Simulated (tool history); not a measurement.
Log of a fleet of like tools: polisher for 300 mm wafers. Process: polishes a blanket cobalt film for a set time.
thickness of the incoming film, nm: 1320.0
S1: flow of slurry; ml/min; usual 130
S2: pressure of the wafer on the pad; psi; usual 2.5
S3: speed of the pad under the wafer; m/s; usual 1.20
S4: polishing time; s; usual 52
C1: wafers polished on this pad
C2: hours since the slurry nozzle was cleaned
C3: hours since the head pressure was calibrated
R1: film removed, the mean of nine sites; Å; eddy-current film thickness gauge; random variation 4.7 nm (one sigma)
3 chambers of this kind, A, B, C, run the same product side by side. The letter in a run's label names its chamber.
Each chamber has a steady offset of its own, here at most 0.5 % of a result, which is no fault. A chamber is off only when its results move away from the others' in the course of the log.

-- hour=4.0 chamber A: head pressure recalibrated
run 1A hour=15.1 | S1=130 S2=2.5 S3=1.20 S4=52 | C1=1306 C2=80.9 C3=11.2 | R1=3903.9
run 2C hour=25.8 | S1=130 S2=2.5 S3=1.20 S4=52 | C1=523 C2=107.9 C3=839.9 | R1=3880.0
-- hour=26.1 chamber A: worn pad replaced by a new one
run 3B hour=39.9 | S1=130 S2=2.5 S3=1.20 S4=52 | C1=639 C2=599.5 C3=113.4 | R1=3994.6
run 4C hour=51.4 | S1=130 S2=2.5 S3=1.20 S4=52 | C1=852 C2=133.5 C3=865.5 | R1=3945.0
run 5B hour=60.1 | S1=130 S2=2.5 S3=1.20 S4=52 | C1=898 C2=619.7 C3=133.6 | R1=4005.5
-- hour=68.0 chamber B: slurry nozzle cleaned
-- hour=72.2 chamber C: worn pad replaced by a new one
run 6A hour=74.2 | S1=130 S2=2.5 S3=1.20 S4=52 | C1=618 C2=140.0 C3=70.3 | R1=3908.5
run 7B hour=89.1 | S1=130 S2=2.5 S3=1.20 S4=52 | C1=1271 C2=21.1 C3=162.6 | R1=4003.1
run 8C hour=101.9 | S1=130 S2=2.5 S3=1.20 S4=52 | C1=382 C2=184.0 C3=916.0 | R1=3882.2
-- hour=107.8 chamber B: worn pad replaced by a new one
run 9A hour=113.8 | S1=130 S2=2.5 S3=0.88 S4=52 | C1=1127 C2=179.6 C3=109.9 | R1=2916.7
-- hour=117.6 chamber A: worn pad replaced by a new one
run 10C hour=122.4 | S1=130 S2=2.5 S3=0.88 S4=52 | C1=645 C2=204.5 C3=936.5 | R1=2942.5
run 11B hour=134.7 | S1=130 S2=2.5 S3=0.88 S4=52 | C1=346 C2=66.7 C3=208.2 | R1=3023.5
-- hour=144.4 chamber C: slurry nozzle cleaned
run 12A hour=146.2 | S1=130 S2=2.5 S3=1.20 S4=52 | C1=368 C2=212.0 C3=142.3 | R1=3979.9
run 13B hour=158.5 | S1=130 S2=2.5 S3=1.20 S4=52 | C1=651 C2=90.5 C3=232.0 | R1=4213.0
run 14C hour=170.9 | S1=130 S2=2.5 S3=1.20 S4=52 | C1=1268 C2=26.6 C3=985.0 | R1=3933.4
-- hour=173.8 chamber C: worn pad replaced by a new one
run 15A hour=186.0 | S1=130 S2=2.5 S3=1.20 S4=52 | C1=879 C2=251.8 C3=182.1 | R1=4029.4
run 16A hour=201.5 | S1=130 S2=2.5 S3=1.20 S4=52 | C1=1078 C2=267.3 C3=197.6 | R1=4034.2
-- hour=208.5 chamber A: worn pad replaced by a new one
run 17B hour=215.2 | S1=130 S2=2.5 S3=1.20 S4=52 | C1=1380 C2=147.2 C3=288.7 | R1=4344.1
run 18C hour=227.3 | S1=130 S2=2.5 S3=1.32 S4=44 | C1=687 C2=83.0 C3=1041.4 | R1=3773.3
-- hour=230.5 chamber B: worn pad replaced by a new one
run 19A hour=237.9 | S1=130 S2=2.5 S3=1.32 S4=44 | C1=377 C2=303.7 C3=234.0 | R1=3687.1
run 20C hour=249.2 | S1=130 S2=2.5 S3=1.32 S4=44 | C1=969 C2=104.9 C3=1063.3 | R1=3717.2
run 21B hour=262.0 | S1=130 S2=2.5 S3=1.46 S4=52 | C1=405 C2=194.0 C3=335.5 | R1=5217.9
-- hour=268.2 chamber C: worn pad replaced by a new one
run 22C hour=275.3 | S1=130 S2=2.5 S3=1.46 S4=52 | C1=91 C2=131.0 C3=1089.4 | R1=4778.9

All 3 chambers run these settings next. Forecast each chamber's results:
run 23A hour=286.4 | S1=130 S2=2.5 S3=1.20 S4=65 | R1=?
run 23B hour=286.4 | S1=130 S2=2.5 S3=1.20 S4=65 | R1=?
run 23C hour=286.4 | S1=130 S2=2.5 S3=1.20 S4=65 | R1=?

run=23A R1=4992.5
run=23B R1=5500.0
run=23C R1=5001.0
